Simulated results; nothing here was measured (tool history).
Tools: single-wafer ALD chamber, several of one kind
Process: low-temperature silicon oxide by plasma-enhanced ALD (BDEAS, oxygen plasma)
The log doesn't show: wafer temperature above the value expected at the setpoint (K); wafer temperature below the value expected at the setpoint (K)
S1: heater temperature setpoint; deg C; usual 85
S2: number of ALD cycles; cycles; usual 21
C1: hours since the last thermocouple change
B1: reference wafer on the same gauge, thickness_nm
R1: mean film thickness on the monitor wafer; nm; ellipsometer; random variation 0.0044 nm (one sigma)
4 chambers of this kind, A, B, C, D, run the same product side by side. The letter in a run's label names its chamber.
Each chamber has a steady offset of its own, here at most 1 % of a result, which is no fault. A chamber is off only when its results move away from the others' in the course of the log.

run 1D day=0.388 | S1=85 S2=21 | C1=2343.5 | B1=3.15 | R1=3.1845
-- day=0.425 chamber D: thermocouple changed; heater temperature recalibrated
run 2A day=0.642 | S1=85 S2=21 | C1=491.3 | B1=3.1493 | R1=3.1479
run 3B day=0.892 | S1=85 S2=21 | C1=1261.8 | B1=3.1479 | R1=3.1593
run 4C day=1.204 | S1=85 S2=21 | C1=599.1 | B1=3.1486 | R1=3.1746
run 5C day=1.462 | S1=85 S2=21 | C1=605.3 | B1=3.1486 | R1=3.1831
run 6A day=1.646 | S1=85 S2=21 | C1=515.4 | B1=3.1478 | R1=3.1441
run 7D day=2.004 | S1=85 S2=21 | C1=38 | B1=3.1478 | R1=3.1786
run 8B day=2.321 | S1=96 S2=21 | C1=1296.1 | B1=3.147 | R1=3.0326
run 9D day=2.533 | S1=96 S2=21 | C1=50.7 | B1=3.146 | R1=3.0568
run 10C day=2.712 | S1=96 S2=21 | C1=635.3 | B1=3.1461 | R1=3.0526
run 11B day=2.917 | S1=96 S2=21 | C1=1310.4 | B1=3.1452 | R1=3.0305
run 12A day=3.158 | S1=85 S2=21 | C1=551.7 | B1=3.1454 | R1=3.1438
run 13D day=3.558 | S1=85 S2=21 | C1=75.3 | B1=3.1454 | R1=3.174
run 14C day=3.875 | S1=90 S2=21 | C1=663.2 | B1=3.1442 | R1=3.1238
run 15B day=4.229 | S1=90 S2=21 | C1=1341.9 | B1=3.1432 | R1=3.0949
run 16A day=4.625 | S1=90 S2=21 | C1=586.9 | B1=3.1435 | R1=3.0923
run 17D day=4.921 | S1=90 S2=21 | C1=108 | B1=3.1444 | R1=3.1209
run 18A day=5.121 | S1=85 S2=21 | C1=598.8 | B1=3.1433 | R1=3.1393
run 19C day=5.475 | S1=85 S2=21 | C1=701.6 | B1=3.1418 | R1=3.1753
run 20B day=5.833 | S1=77 S2=24 | C1=1380.4 | B1=3.1407 | R1=3.6981
run 21A day=6.058 | S1=77 S2=24 | C1=621.3 | B1=3.1427 | R1=3.6909
run 22B day=6.438 | S1=77 S2=24 | C1=1394.9 | B1=3.1406 | R1=3.6919
run 23D day=6.796 | S1=77 S2=24 | C1=153 | B1=3.1404 | R1=3.7272
run 24C day=6.983 | S1=85 S2=21 | C1=737.8 | B1=3.1414 | R1=3.1695
run 25B day=7.183 | S1=96 S2=23 | C1=1412.8 | B1=3.1403 | R1=3.3129
run 26A day=7.562 | S1=96 S2=23 | C1=657.4 | B1=3.1382 | R1=3.296
run 27D day=7.888 | S1=96 S2=23 | C1=179.2 | B1=3.1386 | R1=3.3426
run 28C day=8.25 | S1=96 S2=23 | C1=768.2 | B1=3.1387 | R1=3.3347
run 29C day=8.638 | S1=85 S2=21 | C1=777.5 | B1=3.1381 | R1=3.1638
run 30A day=8.925 | S1=85 S2=21 | C1=690.1 | B1=3.1379 | R1=3.1439
run 31B day=9.154 | S1=85 S2=21 | C1=1460.1 | B1=3.1387 | R1=3.1439
run 32D day=9.521 | S1=85 S2=21 | C1=218.4 | B1=3.1369 | R1=3.1666
run 33A day=9.788 | S1=85 S2=21 | C1=710.8 | B1=3.1371 | R1=3.1311
run 34C day=10.104 | S1=85 S2=21 | C1=812.7 | B1=3.1361 | R1=3.1624
run 35D day=10.479 | S1=85 S2=21 | C1=241.4 | B1=3.1364 | R1=3.1722
run 36B day=10.704 | S1=85 S2=21 | C1=1497.3 | B1=3.1352 | R1=3.1472
run 37B day=10.967 | S1=85 S2=21 | C1=1503.6 | B1=3.1354 | R1=3.1378
run 38A day=11.188 | S1=79 S2=21 | C1=744.4 | B1=3.1347 | R1=3.1887
run 39D day=11.55 | S1=79 S2=21 | C1=267.1 | B1=3.1354 | R1=3.2289
run 40C day=11.862 | S1=79 S2=21 | C1=854.9 | B1=3.1342 | R1=3.2184
run 41B day=12.125 | S1=79 S2=21 | C1=1531.4 | B1=3.1342 | R1=3.1929
run 42A day=12.329 | S1=85 S2=21 | C1=771.8 | B1=3.1331 | R1=3.1329
run 43C day=12.508 | S1=85 S2=21 | C1=870.4 | B1=3.1334 | R1=3.1573
run 44D day=12.808 | S1=85 S2=21 | C1=297.3 | B1=3.1314 | R1=3.1638

Is one chamber off against the others, does the gauge drift, or is nothing wrong? If a chamber is off, say which, and what the likeliest cause is.

The gauge drifts, so all chambers seem to drift together. No chamber is off.
Cause: gauge reads low (%) = 0.571.
